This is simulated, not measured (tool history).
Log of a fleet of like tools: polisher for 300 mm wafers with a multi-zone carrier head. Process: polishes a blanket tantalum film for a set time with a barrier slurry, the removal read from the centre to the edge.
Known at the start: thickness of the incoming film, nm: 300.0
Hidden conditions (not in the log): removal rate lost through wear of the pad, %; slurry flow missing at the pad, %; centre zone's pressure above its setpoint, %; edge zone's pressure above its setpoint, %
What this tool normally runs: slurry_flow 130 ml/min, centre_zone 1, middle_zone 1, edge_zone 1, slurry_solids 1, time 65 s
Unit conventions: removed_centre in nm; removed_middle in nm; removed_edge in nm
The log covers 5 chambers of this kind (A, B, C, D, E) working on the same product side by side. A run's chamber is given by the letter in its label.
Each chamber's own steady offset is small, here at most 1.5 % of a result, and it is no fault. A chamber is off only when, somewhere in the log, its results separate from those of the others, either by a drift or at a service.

| run | day | slurry_flow | centre_zone | middle_zone | edge_zone | slurry_solids | time | wafers polished on this pad | hours since the slurry nozzle was cleaned | hours since the centre zone pressure was calibrated | hours since the edge zone pressure was calibrated | removed_centre | removed_middle | removed_edge |
|---|---|---|---|---|---|---|---|---|---|---|---|---|---|---|
|  | 0.008 | chamber A: centre zone pressure recalibrated |
| 1C | 0.304 | 130 | 1 | 1 | 1 | 1 | 65 | 709 | 260 | 574.8 | 342.1 | 79.439 | 81.466 | 81.426 |
| 2B | 0.592 | 130 | 1 | 1 | 1 | 1 | 65 | 530 | 173.9 | 399.4 | 683.2 | 82.135 | 82.169 | 83.764 |
| 3D | 1.021 | 130 | 1 | 1 | 1 | 1 | 65 | 1078 | 581.8 | 192.3 | 233.7 | 82.561 | 81.289 | 82.385 |
|  | 1.188 | chamber D: worn pad replaced by a new one |
| 4A | 1.342 | 130 | 1 | 1 | 1 | 1 | 65 | 918 | 178.5 | 32 | 60.6 | 83.348 | 82.207 | 81.463 |
|  | 1.383 | chamber A: worn pad replaced by a new one |
| 5E | 1.733 | 130 | 1 | 1 | 1 | 1 | 65 | 946 | 107.7 | 171.6 | 1287 | 81.181 | 81.631 | 81.048 |
| 6A | 2.079 | 130 | 1 | 1 | 1 | 1 | 56 | 215 | 196.2 | 49.7 | 78.3 | 71.375 | 70.55 | 68.906 |
|  | 2.183 | chamber B: worn pad replaced by a new one |
| 7D | 2.408 | 130 | 1 | 1 | 1 | 1 | 56 | 377 | 615.1 | 225.6 | 267 | 69.978 | 71.132 | 70.758 |
|  | 2.617 | chamber C: worn pad replaced by a new one |
| 8B | 2.688 | 130 | 1 | 1 | 1 | 1 | 56 | 156 | 224.2 | 449.7 | 733.5 | 71.523 | 70.924 | 71.264 |
|  | 2.954 | chamber E: worn pad replaced by a new one |
| 9E | 3.029 | 130 | 1 | 1 | 1 | 1 | 56 | 23 | 138.8 | 202.7 | 1318.1 | 68.892 | 70.264 | 70.761 |
| 10C | 3.562 | 130 | 1 | 1 | 1 | 1 | 56 | 293 | 338.2 | 653 | 420.3 | 70.724 | 70.129 | 69.624 |
| 11B | 3.842 | 130 | 1 | 1 | 1 | 1 | 65 | 512 | 251.9 | 477.4 | 761.2 | 80.819 | 81.986 | 81.889 |
|  | 4.125 | chamber A: worn pad replaced by a new one |
| 12C | 4.375 | 130 | 1.07 | 1 | 1 | 1 | 73 | 544 | 357.7 | 672.5 | 439.8 | 99.012 | 91.749 | 93.033 |
| 13A | 4.679 | 130 | 1.07 | 1 | 1 | 1 | 73 | 172 | 258.6 | 112.1 | 140.7 | 101.63 | 91.509 | 91.231 |
|  | 5.171 | chamber D: worn pad replaced by a new one |
| 14E | 5.208 | 130 | 1.07 | 1 | 1 | 1 | 73 | 696 | 191.1 | 255 | 1370.4 | 98.265 | 92.118 | 90.628 |
| 15D | 5.754 | 130 | 1.07 | 1 | 1 | 1 | 73 | 181 | 695.4 | 305.9 | 347.3 | 97.594 | 93.388 | 92.517 |
|  | 5.838 | chamber B: worn pad replaced by a new one |
| 16E | 6.071 | 130 | 1.07 | 1 | 1 | 1 | 73 | 963 | 211.8 | 275.7 | 1391.1 | 96.156 | 92.375 | 92.35 |
| 17B | 6.588 | 130 | 1 | 1 | 1 | 1 | 65 | 232 | 317.8 | 543.3 | 827.1 | 81.215 | 82.596 | 82.276 |
|  | 6.604 | chamber E: worn pad replaced by a new one |
|  | 6.717 | chamber A: slurry nozzle cleaned |
|  | 6.796 | chamber C: worn pad replaced by a new one |
| 18A | 7.042 | 130 | 1 | 1 | 1 | 1 | 65 | 901 | 7.9 | 168.8 | 197.4 | 82.393 | 81.732 | 81.194 |
| 19C | 7.304 | 130 | 1 | 1 | 1 | 1 | 65 | 158 | 428 | 742.8 | 510.1 | 80.415 | 81.215 | 83.167 |
|  | 7.571 | chamber E: edge zone pressure recalibrated |
|  | 7.725 | chamber A: worn pad replaced by a new one |
| 20D | 7.896 | 130 | 1 | 1 | 1 | 1.25 | 65 | 842 | 746.8 | 357.3 | 398.7 | 83.513 | 86.761 | 87.795 |
| 21D | 8.471 | 130 | 1 | 1 | 1 | 1.25 | 65 | 1020 | 760.6 | 371.1 | 412.5 | 86.867 | 86.697 | 87.531 |
| 22A | 8.8 | 130 | 1 | 1 | 1 | 1.25 | 65 | 332 | 50.1 | 211 | 239.6 | 88.397 | 88.413 | 86.164 |
|  | 8.904 | chamber B: worn pad replaced by a new one |
|  | 9.029 | chamber D: worn pad replaced by a new one |
|  | 9.362 | chamber B: slurry nozzle cleaned |
| 23B | 9.388 | 130 | 1 | 1 | 1 | 1.25 | 65 | 150 | 0.7 | 610.5 | 894.3 | 86.55 | 87.335 | 87.552 |
| 24E | 9.721 | 130 | 1 | 1 | 1 | 1.25 | 65 | 963 | 299.4 | 363.3 | 51.7 | 85.062 | 86.003 | 86.252 |
|  | 10.279 | chamber E: worn pad replaced by a new one |
| 25C | 10.292 | 130 | 1 | 1 | 1 | 1 | 65 | 1080 | 499.7 | 814.5 | 581.8 | 82.3 | 81.733 | 80.908 |
|  | 10.529 | chamber A: worn pad replaced by a new one |
| 26B | 10.6 | 130 | 1 | 1 | 1 | 1 | 65 | 525 | 29.8 | 639.6 | 923.4 | 81.653 | 81.772 | 81.781 |
| 27A | 11.062 | 130 | 1 | 1 | 1 | 1 | 65 | 164 | 104.4 | 265.3 | 293.9 | 82.561 | 82.507 | 80.495 |
| 28C | 11.383 | 130 | 1 | 1 | 1 | 1 | 65 | 1417 | 525.9 | 840.7 | 608 | 79.729 | 81.205 | 80.426 |
|  | 11.404 | chamber C: worn pad replaced by a new one |
| 29D | 11.679 | 130 | 1 | 1 | 1 | 1 | 65 | 818 | 837.6 | 448.1 | 489.5 | 79.587 | 81.754 | 82.072 |
| 30E | 11.975 | 130 | 1 | 1 | 1 | 1 | 65 | 524 | 353.5 | 417.4 | 105.8 | 80.041 | 81.989 | 82.541 |
| 31E | 12.375 | 130 | 1 | 1 | 1 | 1 | 65 | 648 | 363.1 | 427 | 115.4 | 80.397 | 80.716 | 81.725 |
|  | 12.412 | chamber B: worn pad replaced by a new one |
|  | 12.721 | chamber C: edge zone pressure recalibrated |
| 32C | 12.783 | 130 | 1 | 1 | 1 | 1 | 65 | 426 | 559.5 | 874.3 | 1.5 | 81.385 | 79.832 | 80.582 |
| 33B | 13.05 | 130 | 1 | 1 | 1 | 1 | 65 | 197 | 88.6 | 698.4 | 982.2 | 83.253 | 81.576 | 82.685 |
|  | 13.1 | chamber D: worn pad replaced by a new one |
| 34D | 13.438 | 130 | 1 | 1 | 1 | 1 | 65 | 104 | 879.8 | 490.3 | 531.7 | 78.835 | 82.606 | 82.506 |
|  | 13.512 | chamber A: worn pad replaced by a new one |
| 35A | 13.742 | 170 | 1 | 1.1 | 1 | 1 | 65 | 71 | 168.7 | 329.6 | 358.2 | 87.875 | 94.227 | 84.432 |
|  | 14.062 | chamber E: worn pad replaced by a new one |
| 36A | 14.067 | 170 | 1 | 1.1 | 1 | 1 | 65 | 171 | 176.5 | 337.4 | 366 | 86.081 | 93.92 | 83.96 |
| 37C | 14.604 | 170 | 1 | 1.1 | 1 | 1 | 65 | 988 | 603.2 | 918 | 45.2 | 84.276 | 93.47 | 84.092 |
|  | 14.733 | chamber E: slurry nozzle cleaned |
| 38B | 15.058 | 170 | 1 | 1.1 | 1 | 1 | 65 | 818 | 136.8 | 746.6 | 1030.4 | 85.456 | 94.842 | 85.399 |
| 39D | 15.525 | 170 | 1 | 1.1 | 1 | 1 | 65 | 749 | 929.9 | 540.4 | 581.8 | 86.25 | 94.428 | 84.245 |
| 40E | 16.108 | 130 | 1 | 1 | 1 | 1 | 65 | 632 | 33.1 | 516.6 | 205 | 81.16 | 81.574 | 81.697 |

Next, every chamber runs the same settings. What will each give?
| 41A | 16.538 | 130 | 1 | 1 | 0.89 | 1 | 65 |  |  |  |  | ? | ? | ? |
| 41B | 16.538 | 130 | 1 | 1 | 0.89 | 1 | 65 |  |  |  |  | ? | ? | ? |
| 41C | 16.538 | 130 | 1 | 1 | 0.89 | 1 | 65 |  |  |  |  | ? | ? | ? |
| 41D | 16.538 | 130 | 1 | 1 | 0.89 | 1 | 65 |  |  |  |  | ? | ? | ? |
| 41E | 16.538 | 130 | 1 | 1 | 0.89 | 1 | 65 |  |  |  |  | ? | ? | ? |

| run | removed_centre | removed_middle | removed_edge |
|---|---|---|---|
| 41A | 82.606 | 81.569 | 76.244 |
| 41B | 81.913 | 81.703 | 79.093 |
| 41C | 80.227 | 81.681 | 75.66 |
| 41D | 81.499 | 80.529 | 77.051 |
| 41E | 81.245 | 81.456 | 75.986 |
